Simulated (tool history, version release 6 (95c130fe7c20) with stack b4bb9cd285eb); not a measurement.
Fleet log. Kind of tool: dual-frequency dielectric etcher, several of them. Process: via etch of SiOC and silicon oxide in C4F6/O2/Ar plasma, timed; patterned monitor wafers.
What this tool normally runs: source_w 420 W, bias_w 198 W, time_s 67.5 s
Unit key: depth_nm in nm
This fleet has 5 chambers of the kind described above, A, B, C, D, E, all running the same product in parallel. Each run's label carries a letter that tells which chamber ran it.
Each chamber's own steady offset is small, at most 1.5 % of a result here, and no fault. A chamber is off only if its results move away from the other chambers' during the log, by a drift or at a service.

run	hour	source_w	bias_w	time_s	hours since the last wet clean	hours since the last source power generator calibration	hours since the last bias power generator calibration	read-back reference wafer on the same gauge, depth_nm	depth_nm
1B	4.4	420	198	67.5	65.8	210.9	960.4	74.412	79.968
2D	7.5	420	198	67.5	423.9	1619.0	2571.5	74.427	79.315
3C	10.2	420	198	67.5	441.2	1925.9	3201.8	74.370	80.098
4E	12.5	420	198	67.5	369.0	2940.0	1434.6	74.351	80.433
5A	15.1	510	198	61.5	184.9	303.3	3013.2	74.413	78.568
6B	18.9	510	198	61.5	80.3	225.4	974.9	74.355	78.512
7C	23.6	510	198	61.5	454.6	1939.3	3215.2	74.391	78.700
8D	27.8	510	198	61.5	444.2	1639.3	2591.8	74.373	77.067
9A	31.4	510	198	61.5	201.2	319.6	3029.5	74.377	78.604
10E	34.7	420	198	67.5	391.2	2962.2	1456.8	74.515	80.920
11D	39.4	380	238	67.5	455.8	1650.9	2603.4	74.384	81.232
12C	42.3	380	238	67.5	473.3	1958.0	3233.9	74.416	81.272
13B	45.3	380	238	67.5	106.7	251.8	1001.3	74.406	81.249
14E	49.2	380	238	67.5	405.7	2976.7	1471.3	74.437	82.011
15A	51.8	380	238	67.5	221.6	340.0	3049.9	74.406	81.369
16E	55.4	420	179	80.5	411.9	2982.9	1477.5	74.356	92.962
17A	59.3	420	179	80.5	229.1	347.5	3057.4	74.368	92.156
18D	61.6	420	179	80.5	478.0	1673.1	2625.6	74.413	91.188
# hour 62.8: chamber D: wet clean of the chamber
19B	65.5	420	179	80.5	126.9	272.0	1021.5	74.420	92.725
20C	67.6	420	179	80.5	498.6	1983.3	3259.2	74.432	92.060
21C	70.8	350	198	83.5	501.8	1986.5	3262.4	74.416	92.145
22A	74.1	350	198	83.5	243.9	362.3	3072.2	74.388	92.316
23B	76.8	350	198	83.5	138.2	283.3	1032.8	74.439	92.333
24D	80.4	350	198	83.5	17.7	1691.9	2644.4	74.475	88.654
25E	84.8	350	198	83.5	441.3	3012.3	1506.9	74.386	92.479
26C	88.6	420	198	67.5	519.6	2004.3	3280.2	74.473	79.620
27E	91.2	420	198	67.5	447.7	3018.7	1513.3	74.393	80.329
# hour 91.5: chamber A: bias power generator calibrated
28A	93.9	420	198	67.5	263.7	382.1	2.4	74.367	80.043
29B	97.8	420	198	67.5	159.2	304.3	1053.8	74.448	80.108
30D	102.2	420	198	67.5	39.5	1713.7	2666.2	74.346	76.528
31D	104.4	420	198	67.5	41.7	1715.9	2668.4	74.347	77.126
32E	108.3	420	198	67.5	464.8	3035.8	1530.4	74.433	79.989
33A	112.0	420	198	75.5	281.8	400.2	20.5	74.399	89.518
34C	116.1	420	198	75.5	547.1	2031.8	3307.7	74.406	88.897
35B	120.1	420	198	75.5	181.5	326.6	1076.1	74.420	89.687
36E	124.7	420	198	75.5	481.2	3052.2	1546.8	74.345	90.196
37D	127.9	420	198	75.5	65.2	1739.4	2691.9	74.306	85.887
38B	132.4	420	216	81.0	193.8	338.9	1088.4	74.436	98.535

What goes on in this fleet: one chamber off, a drifting gauge, or nothing beyond the chambers' own small offsets? Name the chamber and the cause, if any.

Chamber D came out of a service off from its peers and stayed that way.
Likeliest cause: etch rate under this chamber's usual, % = 3.15.

Here are 4 candidates for chamber D's next run, each the usual settings with a change, their results left as question marks. Which one brings its results back in line with what the others give on the usual settings?
Maximum distance from the other chambers' mean on the usual settings for a result to count as in line: depth_nm 1.000 nm
39D-1	135.9	420	198	69.0					?
39D-2	135.9	410	192	67.5					?
39D-3	135.9	420	196	65.0					?
39D-4	135.9	420	198	70.5					?

Other chambers, usual settings, mean: depth_nm 80.043 nm
run	depth_nm
39D-1	78.529
39D-2	75.346
39D-3	73.732
39D-4	80.236
It is 39D-4 that realigns the chamber with its peers.
